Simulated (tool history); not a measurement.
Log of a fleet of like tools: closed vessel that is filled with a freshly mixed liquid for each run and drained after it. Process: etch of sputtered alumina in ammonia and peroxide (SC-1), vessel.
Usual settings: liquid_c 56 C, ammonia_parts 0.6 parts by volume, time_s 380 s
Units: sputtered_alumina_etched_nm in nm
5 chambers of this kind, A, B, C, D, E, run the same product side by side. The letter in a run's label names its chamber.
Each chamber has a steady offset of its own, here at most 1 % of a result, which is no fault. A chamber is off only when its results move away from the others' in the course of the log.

run   hour  liquid_c  ammonia_parts  time_s  hours since the thermometer was replaced  hours since the ammonia flow meter was replaced  hours since the drum of ammonia solution was connected  read-back film thickness of the sputtered alumina reference wafer, read on the same gauge (nm)  sputtered_alumina_etched_nm
 1C    6.5        56            0.6     380                                     225.4                                           1213.1                                                   130.9                                                                                             140                       19.415
 2E   14.9        56            0.6     380                                    1147.1                                            870.3                                                    83.8                                                                                             140                       19.425
 3B   19.2        56            0.6     380                                     490.1                                             26.3                                                   369.8                                                                                             140                       19.294
 4A   25.3        56            0.6     380                                     770.3                                            206.2                                                   446.9                                                                                             140                        19.27
 5D   29.9        56            0.6     380                                     772.9                                             58.7                                                   123.5                                                                                          139.99                       19.292
      30.2  -- chamber A: new drum of ammonia solution connected
 6A   34.3        56            0.6     380                                     779.3                                            215.2                                                     4.2                                                                                          140.01                       19.283
 7D   42.4        56            0.6     380                                     785.4                                             71.2                                                     136                                                                                          140.02                       19.337
 8C   46.5        56            0.6     380                                     265.4                                           1253.1                                                   170.9                                                                                          140.01                       19.404
 9B   53.5        56            0.6     380                                     524.4                                             60.6                                                   404.1                                                                                          140.01                       19.461
10E   62.1        56            0.6     380                                    1194.3                                            917.5                                                     131                                                                                          140.01                       19.453
11C   67.3        56           0.45     380                                     286.2                                           1273.9                                                   191.7                                                                                             140                       18.868
12B   73.5        56           0.45     380                                     544.4                                             80.6                                                   424.1                                                                                             140                       18.999
13E   81.5        56           0.45     380                                    1213.7                                            936.9                                                   150.4                                                                                          139.98                       19.044
14D   88.5        56           0.45     380                                     831.5                                            117.3                                                   182.1                                                                                          139.99                       18.815
15A     94        56           0.45     380                                       839                                            274.9                                                    63.9                                                                                          139.99                       18.705
16A   97.9        56            0.6     380                                     842.9                                            278.8                                                    67.8                                                                                             140                        19.29
17D  105.2        47            0.6     285                                     848.2                                              134                                                   198.8                                                                                          140.01                        8.779
18E  109.6        47            0.6     285                                    1241.8                                              965                                                   178.5                                                                                          139.99                        8.935
19B  116.8        47            0.6     285                                     587.7                                            123.9                                                   467.4                                                                                             140                       8.9977
20C  121.6        47            0.6     285                                     340.5                                           1328.2                                                     246                                                                                             140                       8.8557
21C  125.9        47            0.6     285                                     344.8                                           1332.5                                                   250.3                                                                                          140.02                       8.8449
22A  133.9        56            0.6     380                                     878.9                                            314.8                                                   103.8                                                                                          140.01                       19.185
23E    142        56            0.6     380                                    1274.2                                            997.4                                                   210.9                                                                                          140.02                       19.492
24D    147        56            0.6     380                                       890                                            175.8                                                   240.6                                                                                             140                       19.203
25B  151.5        56            0.6     380                                     622.4                                            158.6                                                   502.1                                                                                          139.99                       19.757
26B  155.4        56            0.6     380                                     626.3                                            162.5                                                     506                                                                                          139.98                       19.793
27C  163.2        56            0.6     380                                     382.1                                           1369.8                                                   287.6                                                                                          139.98                       19.318
28E    168        56            0.6     380                                    1300.2                                           1023.4                                                   236.9                                                                                             140                       19.515
29D  173.4        56            0.6     380                                     916.4                                            202.2                                                     267                                                                                          139.98                       19.365
30A  179.3        56            0.6     380                                     924.3                                            360.2                                                   149.2                                                                                          140.01                       19.235
31D    188        56            0.8     515                                       931                                            216.8                                                   281.6                                                                                             140                       26.945
32E  194.5        56            0.8     515                                    1326.7                                           1049.9                                                   263.4                                                                                          139.99                       27.165
33B  200.6        56            0.8     515                                     671.5                                            207.7                                                   551.2                                                                                          139.99                       28.256
     203.1  -- chamber E: ammonia flow meter replaced
34A  206.2        56            0.8     515                                     951.2                                            387.1                                                   176.1                                                                                             140                       26.749
35C  211.6        56            0.8     515                                     430.5                                           1418.2                                                     336                                                                                             140                       27.094
36E  218.1        51            0.4     380                                    1350.3                                               15                                                     287                                                                                             140                       14.341
37B  224.8        51            0.4     380                                     695.7                                            231.9                                                   575.4                                                                                          139.96                       14.697
38C  231.7        51            0.4     380                                     450.6                                           1438.3                                                   356.1                                                                                          139.98                       14.255
39D  236.5        51            0.4     380                                     979.5                                            265.3                                                   330.1                                                                                          140.01                       14.171
40A    245        51            0.4     380                                       990                                            425.9                                                   214.9                                                                                          140.02                       14.204
41E  250.6        56            0.6     380                                    1382.8                                             47.5                                                   319.5                                                                                          140.01                       19.509
42C    257        56            0.6     380                                     475.9                                           1463.6                                                   381.4                                                                                          140.01                       19.294
43D  263.1        56            0.6     380                                    1006.1                                            291.9                                                   356.7                                                                                             140                       19.294
44B  271.8        56            0.6     380                                     742.7                                            278.9                                                   622.4                                                                                          139.99                        20.43

Next, every chamber runs the same settings. What will each give?
45A  278.1        56            0.6     555                                                                                                                                                                                                                                                                               ?
45B  278.1        56            0.6     555                                                                                                                                                                                                                                                                               ?
45C  278.1        56            0.6     555                                                                                                                                                                                                                                                                               ?
45D  278.1        56            0.6     555                                                                                                                                                                                                                                                                               ?
45E  278.1        56            0.6     555                                                                                                                                                                                                                                                                               ?

run  sputtered_alumina_etched_nm
45A                       28.142
45B                       29.778
45C                       28.407
45D                       28.004
45E                       28.679
